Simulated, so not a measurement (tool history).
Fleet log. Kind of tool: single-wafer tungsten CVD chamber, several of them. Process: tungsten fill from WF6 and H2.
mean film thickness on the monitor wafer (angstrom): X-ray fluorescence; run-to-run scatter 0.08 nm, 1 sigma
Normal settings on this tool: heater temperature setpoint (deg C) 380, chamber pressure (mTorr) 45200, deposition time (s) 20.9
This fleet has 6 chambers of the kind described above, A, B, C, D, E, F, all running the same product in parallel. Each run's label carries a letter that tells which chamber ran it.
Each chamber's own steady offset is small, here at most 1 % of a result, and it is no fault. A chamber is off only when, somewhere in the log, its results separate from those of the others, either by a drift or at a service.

run   hour  heater temperature setpoint (deg C)  chamber pressure (mTorr)  deposition time (s)  read-back reference wafer on the same gauge, thickness_nm  mean film thickness on the monitor wafer (angstrom)
 1A    8.9                                  380                     45200                 20.9                                                     42.874                                               501.47
 2E   16.1                                  380                     45200                 20.9                                                     42.896                                               502.65
 3D   24.8                                  380                     45200                 20.9                                                     42.885                                               498.94
 4B   34.4                                  380                     45200                 20.9                                                     42.881                                               495.84
 5C   41.4                                  380                     45200                 20.9                                                     42.864                                               500.47
 6F   48.9                                  366                     45200                 20.9                                                     42.852                                               376.64
 7D     56                                  366                     45200                 20.9                                                      42.84                                               372.79
 8C   64.9                                  366                     45200                 20.9                                                     42.838                                               374.95
 9B     74                                  366                     45200                 20.9                                                     42.819                                               368.83
10A   83.8                                  366                     45200                 20.9                                                     42.827                                               374.07
11E   90.5                                  366                     45200                 20.9                                                     42.818                                               375.63
12F   99.6                                  372                     45200                 20.9                                                     42.828                                               424.98
13E  108.9                                  372                     45200                 20.9                                                     42.804                                               424.24
14C  118.9                                  372                     45200                 20.9                                                     42.809                                               423.91
15A  125.8                                  372                     45200                 20.9                                                     42.795                                               423.96
16D  134.7                                  372                     45200                 20.9                                                     42.777                                               423.23
17F    144                                  372                     45200                 20.9                                                      42.78                                               424.97
18B  149.1                                  380                     45200                 20.9                                                     42.747                                               493.49
19E  157.8                                  380                     45200                 20.9                                                      42.75                                               501.44
20D  167.3                                  380                     45200                 20.9                                                     42.752                                               496.53
21C  172.1                                  380                     45200                 20.9                                                     42.741                                               499.92
22B  178.7                                  380                     45200                 20.9                                                     42.744                                                493.4
23F  188.2                                  380                     45200                 20.9                                                     42.761                                               498.39
24A  197.3                                  380                     45200                 20.9                                                     42.738                                               499.76
25B  204.3                                  380                     45200                 20.9                                                     42.728                                               493.28
26E  209.4                                  380                     45200                 20.9                                                     42.729                                               501.62
     212.9  -- chamber D: thermocouple changed; heater temperature recalibrated
27C  216.8                                  380                     45200                 20.9                                                     42.701                                               499.36
28A  226.7                                  380                     45200                 20.9                                                     42.705                                               499.86
29F  231.9                                  380                     45200                 19.5                                                     42.694                                               465.36
30D  240.5                                  380                     45200                 19.5                                                     42.693                                               463.57
     243.9  -- chamber B: capacitance manometer re-zeroed and calibrated
31B  247.5                                  380                     45200                 19.5                                                      42.68                                                458.2
32A  257.8                                  380                     45200                 19.5                                                     42.684                                               466.37
33E  264.1                                  380                     45200                 19.5                                                     42.692                                               467.52
34F  269.5                                  380                     45200                 19.5                                                     42.677                                                465.3
35C  278.5                                  380                     45200                 20.9                                                     42.679                                                497.4
36D  286.5                                  380                     45200                 20.9                                                     42.646                                               496.56
37F  291.9                                  370                     36900                 20.9                                                      42.66                                               370.34
38C  298.3                                  370                     36900                 20.9                                                     42.646                                               370.02
39E  307.3                                  370                     36900                 20.9                                                     42.646                                               370.49
40D  316.2                                  370                     36900                 20.9                                                     42.647                                               367.77
41A    321                                  370                     36900                 20.9                                                     42.638                                               367.93

Each of the 6 chambers runs these same settings next. Fill in every chamber's results:
42A  328.6                                  372                     45200                 20.9                                                                                                               ?
42B  328.6                                  372                     45200                 20.9                                                                                                               ?
42C  328.6                                  372                     45200                 20.9                                                                                                               ?
42D  328.6                                  372                     45200                 20.9                                                                                                               ?
42E  328.6                                  372                     45200                 20.9                                                                                                               ?
42F  328.6                                  372                     45200                 20.9                                                                                                               ?

run  mean film thickness on the monitor wafer (angstrom)
42A                                               422.51
42B                                               417.15
42C                                               422.67
42D                                               422.54
42E                                               424.52
42F                                                422.9
